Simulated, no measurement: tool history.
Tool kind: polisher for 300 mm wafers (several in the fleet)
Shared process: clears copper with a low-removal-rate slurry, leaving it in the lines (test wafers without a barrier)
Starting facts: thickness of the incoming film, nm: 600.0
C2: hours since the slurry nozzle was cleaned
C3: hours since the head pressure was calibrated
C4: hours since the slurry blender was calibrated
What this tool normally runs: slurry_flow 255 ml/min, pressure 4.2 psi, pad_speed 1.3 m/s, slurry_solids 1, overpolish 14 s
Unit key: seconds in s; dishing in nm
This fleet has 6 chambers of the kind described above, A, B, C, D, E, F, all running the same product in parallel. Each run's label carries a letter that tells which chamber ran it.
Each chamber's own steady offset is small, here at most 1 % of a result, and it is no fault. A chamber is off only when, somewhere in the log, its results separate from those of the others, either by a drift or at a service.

At hour 5.5: chamber B: worn pad replaced by a new one.
Run 1E, hour 10.1: usual settings; wafers polished on this pad 403; C2 14.8; C3 172.5; C4 205.9. Result: seconds 96.025 s, dishing 52.178 nm.
At hour 11.2: chamber A: worn pad replaced by a new one.
At hour 12.3: chamber C: slurry nozzle cleaned.
At hour 14: chamber F: worn pad replaced by a new one.
Run 2F, hour 18.1: usual settings; wafers polished on this pad 27; C2 510.8; C3 94.2; C4 199.2. Result: seconds 96.824 s, dishing 51.895 nm.
At hour 25.8: chamber E: worn pad replaced by a new one.
Run 3C, hour 27.3: usual settings; wafers polished on this pad 1122; C2 15; C3 46.4; C4 55.6. Result: seconds 95.724 s, dishing 52.742 nm.
At hour 32.8: chamber C: worn pad replaced by a new one.
Run 4D, hour 33: usual settings; wafers polished on this pad 931; C2 241.1; C3 719.9; C4 313.5. Result: seconds 96.76 s, dishing 50.648 nm.
At hour 37: chamber E: slurry blender recalibrated.
Run 5A, hour 38.3: usual settings; wafers polished on this pad 183; C2 252.4; C3 336.7; C4 161.3. Result: seconds 98.283 s, dishing 53.742 nm.
At hour 42.6: chamber B: slurry nozzle cleaned.
Run 6B, hour 47.9: usual settings; wafers polished on this pad 287; C2 5.3; C3 52.9; C4 296.8. Result: seconds 96.294 s, dishing 51.029 nm.
Run 7C, hour 54.3: usual settings; wafers polished on this pad 145; C2 42; C3 73.4; C4 82.6. Result: seconds 97.205 s, dishing 52.151 nm.
Run 8D, hour 63: usual settings; wafers polished on this pad 1133; C2 271.1; C3 749.9; C4 343.5. Result: seconds 97.277 s, dishing 52.249 nm.
Run 9B, hour 70.7: usual settings; wafers polished on this pad 441; C2 28.1; C3 75.7; C4 319.6. Result: seconds 95.424 s, dishing 51.696 nm.
Run 10A, hour 78.7: usual settings; wafers polished on this pad 456; C2 292.8; C3 377.1; C4 201.7. Result: seconds 96.729 s, dishing 50.314 nm.
Run 11F, hour 84.2: usual settings; wafers polished on this pad 474; C2 576.9; C3 160.3; C4 265.3. Result: seconds 95.767 s, dishing 52.722 nm.
At hour 86.8: chamber D: worn pad replaced by a new one.
Run 12E, hour 89.2: usual settings but slurry_solids 0.75, overpolish 7 s; wafers polished on this pad 428; C2 93.9; C3 251.6; C4 52.3. Result: seconds 100.81 s, dishing 27.743 nm.
Run 13C, hour 97.3: usual settings but slurry_solids 0.75, overpolish 7 s; wafers polished on this pad 436; C2 85; C3 116.4; C4 125.6. Result: seconds 103.4 s, dishing 28.946 nm.
Run 14B, hour 104.9: usual settings but slurry_solids 0.75, overpolish 7 s; wafers polished on this pad 672; C2 62.3; C3 109.9; C4 353.8. Result: seconds 103.42 s, dishing 28.462 nm.
At hour 110: chamber E: worn pad replaced by a new one.
Run 15A, hour 113.8: usual settings but slurry_solids 0.75, overpolish 7 s; wafers polished on this pad 693; C2 327.9; C3 412.2; C4 236.8. Result: seconds 101.18 s, dishing 28.061 nm.
At hour 122.4: chamber B: worn pad replaced by a new one.
Run 16D, hour 122.7: usual settings but slurry_solids 0.75, overpolish 7 s; wafers polished on this pad 242; C2 330.8; C3 809.6; C4 403.2. Result: seconds 102.84 s, dishing 27.83 nm.
At hour 126.1: chamber D: slurry blender recalibrated.
Run 17E, hour 133.5: usual settings but slurry_solids 0.75, overpolish 7 s; wafers polished on this pad 159; C2 138.2; C3 295.9; C4 96.6. Result: seconds 102.21 s, dishing 28.405 nm.
Run 18F, hour 138.8: usual settings; wafers polished on this pad 843; C2 631.5; C3 214.9; C4 319.9. Result: seconds 98.648 s, dishing 50.86 nm.
At hour 139.4: chamber A: slurry blender recalibrated.
At hour 140.9: chamber F: slurry blender recalibrated.
Run 19C, hour 149.3: usual settings; wafers polished on this pad 787; C2 137; C3 168.4; C4 177.6. Result: seconds 96.337 s, dishing 54.552 nm.
At hour 149.5: chamber F: worn pad replaced by a new one.
Run 20A, hour 156.2: usual settings; wafers polished on this pad 980; C2 370.3; C3 454.6; C4 16.8. Result: seconds 94.978 s, dishing 53.347 nm.
At hour 164.8: chamber F: slurry nozzle cleaned.
Run 21B, hour 165.4: usual settings; wafers polished on this pad 290; C2 122.8; C3 170.4; C4 414.3. Result: seconds 97.955 s, dishing 52.214 nm.
Run 22E, hour 174: usual settings; wafers polished on this pad 432; C2 178.7; C3 336.4; C4 137.1. Result: seconds 97.635 s, dishing 51.997 nm.
At hour 184.5: chamber B: slurry blender recalibrated.
Run 23F, hour 185.1: usual settings; wafers polished on this pad 241; C2 20.3; C3 261.2; C4 44.2. Result: seconds 96.676 s, dishing 51.772 nm.
At hour 188.9: chamber E: worn pad replaced by a new one.
Run 24D, hour 192.5: usual settings; wafers polished on this pad 714; C2 400.6; C3 879.4; C4 66.5. Result: seconds 97.743 s, dishing 50.021 nm.
Run 25F, hour 203.5: usual settings; wafers polished on this pad 365; C2 38.7; C3 279.6; C4 62.6. Result: seconds 96.602 s, dishing 51.741 nm.
At hour 206.8: chamber C: worn pad replaced by a new one.
Run 26D, hour 214.4: usual settings; wafers polished on this pad 862; C2 422.5; C3 901.3; C4 88.4. Result: seconds 96.672 s, dishing 53.426 nm.
Run 27E, hour 224.9: usual settings; wafers polished on this pad 243; C2 229.6; C3 387.3; C4 188. Result: seconds 96.204 s, dishing 51.433 nm.
At hour 228.4: chamber A: worn pad replaced by a new one.
Run 28B, hour 233.8: usual settings but slurry_flow 205 ml/min; wafers polished on this pad 752; C2 191.2; C3 238.8; C4 49.4. Result: seconds 98.709 s, dishing 51.999 nm.
At hour 243.7: chamber B: worn pad replaced by a new one.
Run 29C, hour 244.1: usual settings but slurry_flow 205 ml/min; wafers polished on this pad 252; C2 231.8; C3 263.2; C4 272.4. Result: seconds 100.08 s, dishing 51.172 nm.
At hour 248.3: chamber C: slurry blender recalibrated.
Run 30A, hour 253.5: usual settings but slurry_flow 205 ml/min; wafers polished on this pad 170; C2 467.6; C3 551.9; C4 114.1. Result: seconds 93.14 s, dishing 54.576 nm.
Run 31A, hour 259.6: usual settings but slurry_flow 205 ml/min; wafers polished on this pad 211; C2 473.7; C3 558; C4 120.2. Result: seconds 93.775 s, dishing 56.374 nm.
At hour 268.5: chamber E: worn pad replaced by a new one.
Run 32F, hour 270.9: usual settings but slurry_flow 205 ml/min; wafers polished on this pad 820; C2 106.1; C3 347; C4 130. Result: seconds 100.86 s, dishing 51.537 nm.
At hour 277.8: chamber E: slurry blender recalibrated.
Run 33B, hour 280.9: usual settings but slurry_flow 205 ml/min; wafers polished on this pad 251; C2 238.3; C3 285.9; C4 96.5. Result: seconds 97.462 s, dishing 52.146 nm.
Run 34E, hour 286.8: usual settings but slurry_flow 170 ml/min; wafers polished on this pad 124; C2 291.5; C3 449.2; C4 9. Result: seconds 100.7 s, dishing 51.086 nm.
At hour 293.5: chamber D: worn pad replaced by a new one.
At hour 294.6: chamber F: worn pad replaced by a new one.
Run 35D, hour 295: usual settings but slurry_flow 170 ml/min; wafers polished on this pad 10; C2 503.1; C3 981.9; C4 169. Result: seconds 103.77 s, dishing 51.676 nm.
Run 36C, hour 304.5: usual settings but slurry_flow 170 ml/min; wafers polished on this pad 660; C2 292.2; C3 323.6; C4 56.3. Result: seconds 101.2 s, dishing 50.928 nm.
Run 37F, hour 313.1: usual settings but slurry_flow 170 ml/min; wafers polished on this pad 125; C2 148.3; C3 389.2; C4 172.2. Result: seconds 102.35 s, dishing 50.425 nm.
Run 38D, hour 320.3: usual settings but slurry_flow 170 ml/min; wafers polished on this pad 181; C2 528.4; C3 1007.2; C4 194.3. Result: seconds 102.27 s, dishing 50.24 nm.
Run 39B, hour 328.9: usual settings but slurry_flow 170 ml/min; wafers polished on this pad 575; C2 286.3; C3 333.9; C4 144.5. Result: seconds 101.67 s, dishing 50.16 nm.
Run 40C, hour 334.6: usual settings; wafers polished on this pad 863; C2 322.3; C3 353.7; C4 86.4. Result: seconds 96.839 s, dishing 50.549 nm.
Run 41A, hour 341.4: usual settings; wafers polished on this pad 763; C2 555.5; C3 639.8; C4 202. Result: seconds 87.525 s, dishing 55.449 nm.

All chambers now run identical settings, listed one chamber a line with results as question marks. What results will each chamber show?
Run 42A, hour 349.5: usual settings but pad_speed 1.14 m/s. Result: seconds ?, dishing ?.
Run 42B, hour 349.5: usual settings but pad_speed 1.14 m/s. Result: seconds ?, dishing ?.
Run 42C, hour 349.5: usual settings but pad_speed 1.14 m/s. Result: seconds ?, dishing ?.
Run 42D, hour 349.5: usual settings but pad_speed 1.14 m/s. Result: seconds ?, dishing ?.
Run 42E, hour 349.5: usual settings but pad_speed 1.14 m/s. Result: seconds ?, dishing ?.
Run 42F, hour 349.5: usual settings but pad_speed 1.14 m/s. Result: seconds ?, dishing ?.

run  seconds  dishing
42A   100.54   52.485
42B   108.65   46.603
42C   112.49   46.914
42D   110.45   48.779
42E   110.05   47.697
42F   111.55   47.243

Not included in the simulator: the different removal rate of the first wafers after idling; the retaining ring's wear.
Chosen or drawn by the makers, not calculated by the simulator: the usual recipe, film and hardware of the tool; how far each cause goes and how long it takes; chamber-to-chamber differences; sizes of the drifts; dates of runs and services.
